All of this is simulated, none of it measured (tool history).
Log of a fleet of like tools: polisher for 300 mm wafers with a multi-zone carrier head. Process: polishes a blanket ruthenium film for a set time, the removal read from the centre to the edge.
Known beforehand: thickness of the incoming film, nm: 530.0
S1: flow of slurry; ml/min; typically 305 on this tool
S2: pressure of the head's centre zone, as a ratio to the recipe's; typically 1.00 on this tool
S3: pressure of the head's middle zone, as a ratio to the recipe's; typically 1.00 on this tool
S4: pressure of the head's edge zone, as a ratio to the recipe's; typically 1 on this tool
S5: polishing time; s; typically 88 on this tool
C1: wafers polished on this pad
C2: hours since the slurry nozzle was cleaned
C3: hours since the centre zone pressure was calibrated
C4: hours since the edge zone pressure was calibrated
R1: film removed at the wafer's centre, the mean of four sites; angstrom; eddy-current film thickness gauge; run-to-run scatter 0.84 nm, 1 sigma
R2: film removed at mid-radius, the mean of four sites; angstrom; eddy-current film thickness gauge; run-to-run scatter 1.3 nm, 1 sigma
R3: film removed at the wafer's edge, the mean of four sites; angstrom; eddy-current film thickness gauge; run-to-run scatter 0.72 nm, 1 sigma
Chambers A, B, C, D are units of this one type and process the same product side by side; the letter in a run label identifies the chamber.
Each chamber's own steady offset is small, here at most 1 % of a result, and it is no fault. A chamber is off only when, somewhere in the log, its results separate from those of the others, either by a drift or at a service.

run   hour   S1    S2    S3  S4  S5    C1     C2      C3      C4      R1      R2      R3
 1A    4.4  305  1.00  1.00   1  88   324  796.7   277.9   832.3  900.15  898.02  909.06
 2D   11.5  305  1.00  1.00   1  88   699  295.2   267.6   315.0  897.84  917.86  910.56
 3C   19.2  305  1.00  1.00   1  88   453  156.3   904.7   160.1  912.72  909.52  916.39
 4B   24.0  305  1.00  1.00   1  88   375  367.3   134.6   195.1  887.91  894.31  908.14
      27.9  -- chamber A: slurry nozzle cleaned
 5C   32.7  305  1.00  1.00   1  88   623  169.8   918.2   173.6  909.12  903.10  902.78
 6B   37.5  305  1.00  1.00   1  88   545  380.8   148.1   208.6  917.46  905.74  909.09
      39.1  -- chamber C: worn pad replaced by a new one
 7A   42.6  305  1.00  1.00   1  88   807   14.7   316.1   870.5  898.44  892.54  900.85
 8D   51.8  305  1.00  1.00   1  88  1208  335.5   307.9   355.3  899.47  906.92  899.40
 9D   56.3  305  1.00  1.00   1  88  1265  340.0   312.4   359.8  910.43  918.36  883.58
10A   62.7  305  1.00  1.00   1  88  1061   34.8   336.2   890.6  902.54  923.55  898.02
      66.5  -- chamber A: worn pad replaced by a new one
11C   69.8  305  1.00  1.00   1  88   388  206.9   955.3   210.7  910.70  903.41  906.60
      70.5  -- chamber D: centre zone pressure recalibrated
      70.7  -- chamber B: slurry nozzle cleaned
12B   74.5  305  1.00  1.00   1  88  1013    3.8   185.1   245.6  897.64  899.50  912.93
      75.3  -- chamber C: slurry nozzle cleaned
13A   80.0  305  1.00  1.00   1  88   171   52.1   353.5   907.9  907.37  908.93  913.40
14B   86.4  305  1.00  1.00   1  88  1163   15.7   197.0   257.5  911.49  919.80  919.48
      92.4  -- chamber C: worn pad replaced by a new one
      92.6  -- chamber B: worn pad replaced by a new one
15D   92.6  305  1.00  1.00   1  88  1724  376.3    22.1   396.1  861.68  895.49  879.16
16C   99.8  365  1.00  1.00   1  59    93   24.5   985.3   240.7  612.35  622.49  611.11
17A  109.3  365  1.00  1.00   1  59   541   81.4   382.8   937.2  626.62  635.44  610.81
18B  113.9  365  1.00  1.00   1  59   269   43.2   224.5   285.0  614.56  632.75  620.08
19C  120.9  365  1.00  1.00   1  59   360   45.6  1006.4   261.8  622.55  631.78  623.36
20D  126.3  305  1.00  1.00   1  88  2149  410.0    55.8   429.8  867.69  875.25  864.45
21A  135.7  305  1.00  1.08   1  88   875  107.8   409.2   963.6  904.90  976.42  903.27
22C  140.2  305  1.00  1.08   1  88   604   64.9  1025.7   281.1  927.29  946.10  919.67
     142.9  -- chamber C: worn pad replaced by a new one
     144.6  -- chamber A: worn pad replaced by a new one
23D  146.6  305  1.00  1.08   1  88  2406  430.3    76.1   450.1  844.90  935.77  855.23
24B  151.6  305  1.00  1.08   1  88   745   80.9   262.2   322.7  906.30  979.17  922.61
25C  160.5  305  1.00  1.00   1  88   223   85.2  1046.0   301.4  914.94  918.90  911.87
26B  165.4  305  1.00  1.00   1  88   920   94.7   276.0   336.5  901.96  879.50  911.05
27A  173.6  305  1.00  1.00   1  88   367  145.7   447.1  1001.5  904.63  911.13  896.66
     174.1  -- chamber A: edge zone pressure recalibrated
28D  181.6  305  1.00  1.00   1  88  2848  465.3   111.1   485.1  844.46  858.54  835.57
     189.7  -- chamber D: edge zone pressure recalibrated
29B  190.8  305  1.00  1.00   1  88  1241  120.1   301.4   361.9  922.44  914.30  920.72
30A  195.8  305  1.00  1.00   1  88   647  167.9   469.3    21.7  911.39  912.00  908.19
     196.2  -- chamber C: worn pad replaced by a new one
31C  204.3  305  1.00  1.00   1  88   102  129.0  1089.8   345.2  900.53  931.94  913.31
     210.5  -- chamber B: worn pad replaced by a new one
32D  211.6  305  1.00  1.00   1  88  3227  495.3   141.1    21.9  841.20  831.22  833.19
33A  217.0  305  1.00  1.00   1  88   915  189.1   490.5    42.9  917.55  901.67  905.47
34D  221.5  305  1.00  1.00   1  88  3352  505.2   151.0    31.8  811.52  849.64  821.10
     223.5  -- chamber A: worn pad replaced by a new one
35B  226.5  305  1.00  1.00   1  88   202  155.8   337.1   397.6  913.03  906.06  905.26
36C  235.5  305  0.91  0.91   1  88   496  160.2  1121.0   376.4  824.03  812.24  921.65
37A  241.3  305  0.91  0.91   1  88   225  213.4   514.8    67.2  803.77  841.17  914.75
38B  248.6  305  0.91  0.91   1  88   481  177.9   359.2   419.7  811.32  851.43  905.05
     250.3  -- chamber C: worn pad replaced by a new one
39C  254.9  305  0.91  0.91   1  88    58  179.6  1140.4   395.8  829.19  817.70  924.67

The same settings go to every chamber for the next run, one line per chamber below. Forecast the results for each:
40A  261.7  305  1.00  0.88   1  88                   ?   ?   ?
40B  261.7  305  1.00  0.88   1  88                   ?   ?   ?
40C  261.7  305  1.00  0.88   1  88                   ?   ?   ?
40D  261.7  305  1.00  0.88   1  88                   ?   ?   ?

run      R1      R2      R3
40A  907.07  817.81  907.24
40B  910.80  815.74  912.47
40C  927.62  825.77  906.23
40D  798.63  736.90  811.27
